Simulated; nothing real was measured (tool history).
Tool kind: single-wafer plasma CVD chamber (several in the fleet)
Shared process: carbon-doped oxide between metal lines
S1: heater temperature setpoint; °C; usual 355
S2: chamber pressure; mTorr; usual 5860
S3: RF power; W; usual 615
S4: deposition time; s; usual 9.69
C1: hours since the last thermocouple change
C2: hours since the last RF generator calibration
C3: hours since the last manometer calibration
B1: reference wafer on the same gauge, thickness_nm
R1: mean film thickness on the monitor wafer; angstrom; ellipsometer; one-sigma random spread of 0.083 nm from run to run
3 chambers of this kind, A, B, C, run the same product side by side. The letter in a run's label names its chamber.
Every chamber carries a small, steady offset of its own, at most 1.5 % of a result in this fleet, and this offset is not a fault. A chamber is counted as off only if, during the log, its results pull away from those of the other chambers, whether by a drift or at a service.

run 1B hour=4.5 | S1=355 S2=5860 S3=615 S4=9.69 | C1=6.7 C2=903.2 C3=1501.5 | B1=56.716 | R1=570.05
run 2C hour=12.8 | S1=355 S2=5860 S3=615 S4=9.69 | C1=513.9 C2=456.6 C3=85.1 | B1=56.729 | R1=580.41
run 3A hour=19.6 | S1=355 S2=5860 S3=615 S4=9.69 | C1=1682 C2=118.1 C3=247.9 | B1=56.718 | R1=573.58
run 4C hour=24.3 | S1=355 S2=5860 S3=615 S4=9.69 | C1=525.4 C2=468.1 C3=96.6 | B1=56.717 | R1=579.68
run 5B hour=29.5 | S1=355 S2=5860 S3=615 S4=9.69 | C1=31.7 C2=928.2 C3=1526.5 | B1=56.718 | R1=571.23
run 6A hour=36.1 | S1=355 S2=5860 S3=615 S4=9.69 | C1=1698.5 C2=134.6 C3=264.4 | B1=56.734 | R1=575.64
run 7A hour=41.3 | S1=355 S2=5860 S3=615 S4=9.69 | C1=1703.7 C2=139.8 C3=269.6 | B1=56.744 | R1=574.18
run 8C hour=48.7 | S1=355 S2=5860 S3=615 S4=9.69 | C1=549.8 C2=492.5 C3=121 | B1=56.73 | R1=582.05
run 9B hour=55.8 | S1=355 S2=5860 S3=615 S4=9.69 | C1=58 C2=954.5 C3=1552.8 | B1=56.75 | R1=569.81
run 10C hour=63.7 | S1=355 S2=5860 S3=615 S4=9.69 | C1=564.8 C2=507.5 C3=136 | B1=56.764 | R1=581.57
run 11B hour=72.1 | S1=355 S2=5860 S3=615 S4=9.69 | C1=74.3 C2=970.8 C3=1569.1 | B1=56.775 | R1=571.33
run 12A hour=76.2 | S1=355 S2=5860 S3=615 S4=9.69 | C1=1738.6 C2=174.7 C3=304.5 | B1=56.794 | R1=574.49
run 13A hour=84.4 | S1=355 S2=5860 S3=615 S4=9.69 | C1=1746.8 C2=182.9 C3=312.7 | B1=56.776 | R1=576.26
run 14C hour=89.4 | S1=355 S2=5860 S3=615 S4=9.69 | C1=590.5 C2=533.2 C3=161.7 | B1=56.799 | R1=581.13
run 15B hour=98 | S1=341 S2=5860 S3=615 S4=8.15 | C1=100.2 C2=996.7 C3=1595 | B1=56.823 | R1=501.27
-- hour=103.8 chamber B: RF generator calibrated
run 16C hour=105.1 | S1=341 S2=5860 S3=615 S4=8.15 | C1=606.2 C2=548.9 C3=177.4 | B1=56.827 | R1=511.32
run 17A hour=109.7 | S1=341 S2=5860 S3=615 S4=8.15 | C1=1772.1 C2=208.2 C3=338 | B1=56.82 | R1=505.01
run 18B hour=117.7 | S1=355 S2=5860 S3=615 S4=9.69 | C1=119.9 C2=14 C3=1614.7 | B1=56.822 | R1=570.36
run 19A hour=125.6 | S1=355 S2=5860 S3=615 S4=9.69 | C1=1788 C2=224.1 C3=353.9 | B1=56.831 | R1=576.45
run 20C hour=133.2 | S1=355 S2=5860 S3=615 S4=9.69 | C1=634.3 C2=577 C3=205.5 | B1=56.853 | R1=581.86
run 21B hour=139.7 | S1=355 S2=5860 S3=615 S4=9.69 | C1=141.9 C2=36 C3=1636.7 | B1=56.857 | R1=571.15
run 22C hour=147.7 | S1=355 S2=5860 S3=615 S4=9.69 | C1=648.8 C2=591.5 C3=220 | B1=56.845 | R1=581.22
run 23A hour=153.9 | S1=355 S2=5860 S3=615 S4=9.69 | C1=1816.3 C2=252.4 C3=382.2 | B1=56.861 | R1=576.46
run 24B hour=161.4 | S1=355 S2=5860 S3=615 S4=9.69 | C1=163.6 C2=57.7 C3=1658.4 | B1=56.877 | R1=571.37
run 25C hour=168.9 | S1=355 S2=5860 S3=615 S4=9.69 | C1=670 C2=612.7 C3=241.2 | B1=56.897 | R1=582.81
run 26B hour=177.4 | S1=355 S2=5860 S3=615 S4=9.69 | C1=179.6 C2=73.7 C3=1674.4 | B1=56.874 | R1=570.62
run 27A hour=185.2 | S1=355 S2=5860 S3=615 S4=9.69 | C1=1847.6 C2=283.7 C3=413.5 | B1=56.908 | R1=575.27
run 28A hour=191.4 | S1=355 S2=5860 S3=500 S4=9.69 | C1=1853.8 C2=289.9 C3=419.7 | B1=56.923 | R1=505.78
run 29B hour=195.8 | S1=355 S2=5860 S3=500 S4=9.69 | C1=198 C2=92.1 C3=1692.8 | B1=56.929 | R1=503.88
run 30C hour=204.7 | S1=355 S2=5860 S3=500 S4=9.69 | C1=705.8 C2=648.5 C3=277 | B1=56.938 | R1=513.66
run 31A hour=212.2 | S1=355 S2=5860 S3=615 S4=9.69 | C1=1874.6 C2=310.7 C3=440.5 | B1=56.935 | R1=576.87
run 32C hour=220.4 | S1=355 S2=5860 S3=615 S4=9.69 | C1=721.5 C2=664.2 C3=292.7 | B1=56.939 | R1=582.74
run 33B hour=228.1 | S1=355 S2=5860 S3=615 S4=9.69 | C1=230.3 C2=124.4 C3=1725.1 | B1=56.956 | R1=571.75
run 34C hour=235 | S1=360 S2=5860 S3=615 S4=9.69 | C1=736.1 C2=678.8 C3=307.3 | B1=56.983 | R1=574.41
run 35A hour=240.9 | S1=360 S2=5860 S3=615 S4=9.69 | C1=1903.3 C2=339.4 C3=469.2 | B1=56.972 | R1=569.32
run 36B hour=246.5 | S1=360 S2=5860 S3=615 S4=9.69 | C1=248.7 C2=142.8 C3=1743.5 | B1=56.979 | R1=565.09
run 37C hour=253.2 | S1=355 S2=5860 S3=615 S4=9.69 | C1=754.3 C2=697 C3=325.5 | B1=56.967 | R1=582.44
run 38A hour=258.6 | S1=355 S2=5860 S3=615 S4=9.69 | C1=1921 C2=357.1 C3=486.9 | B1=56.974 | R1=577.29
run 39B hour=266.9 | S1=355 S2=5860 S3=615 S4=9.69 | C1=269.1 C2=163.2 C3=1763.9 | B1=57.013 | R1=573.89
run 40A hour=272.6 | S1=355 S2=5860 S3=615 S4=9.69 | C1=1935 C2=371.1 C3=500.9 | B1=57.022 | R1=578.24
run 41B hour=276.5 | S1=355 S2=5860 S3=550 S4=9.69 | C1=278.7 C2=172.8 C3=1773.5 | B1=57.01 | R1=535.78
run 42C hour=283.8 | S1=355 S2=5860 S3=550 S4=9.69 | C1=784.9 C2=727.6 C3=356.1 | B1=57.012 | R1=545.68
run 43A hour=290.9 | S1=355 S2=5860 S3=550 S4=9.69 | C1=1953.3 C2=389.4 C3=519.2 | B1=57.014 | R1=536.94
run 44C hour=297.5 | S1=355 S2=5860 S3=615 S4=9.69 | C1=798.6 C2=741.3 C3=369.8 | B1=57.003 | R1=585.36

All 3 chambers run these settings next. Forecast each chamber's results:
run 45A hour=303.9 | S1=355 S2=5860 S3=525 S4=9.69 | R1=?
run 45B hour=303.9 | S1=355 S2=5860 S3=525 S4=9.69 | R1=?
run 45C hour=303.9 | S1=355 S2=5860 S3=525 S4=9.69 | R1=?

run=45A R1=522.3
run=45B R1=520.21
run=45C R1=531.12
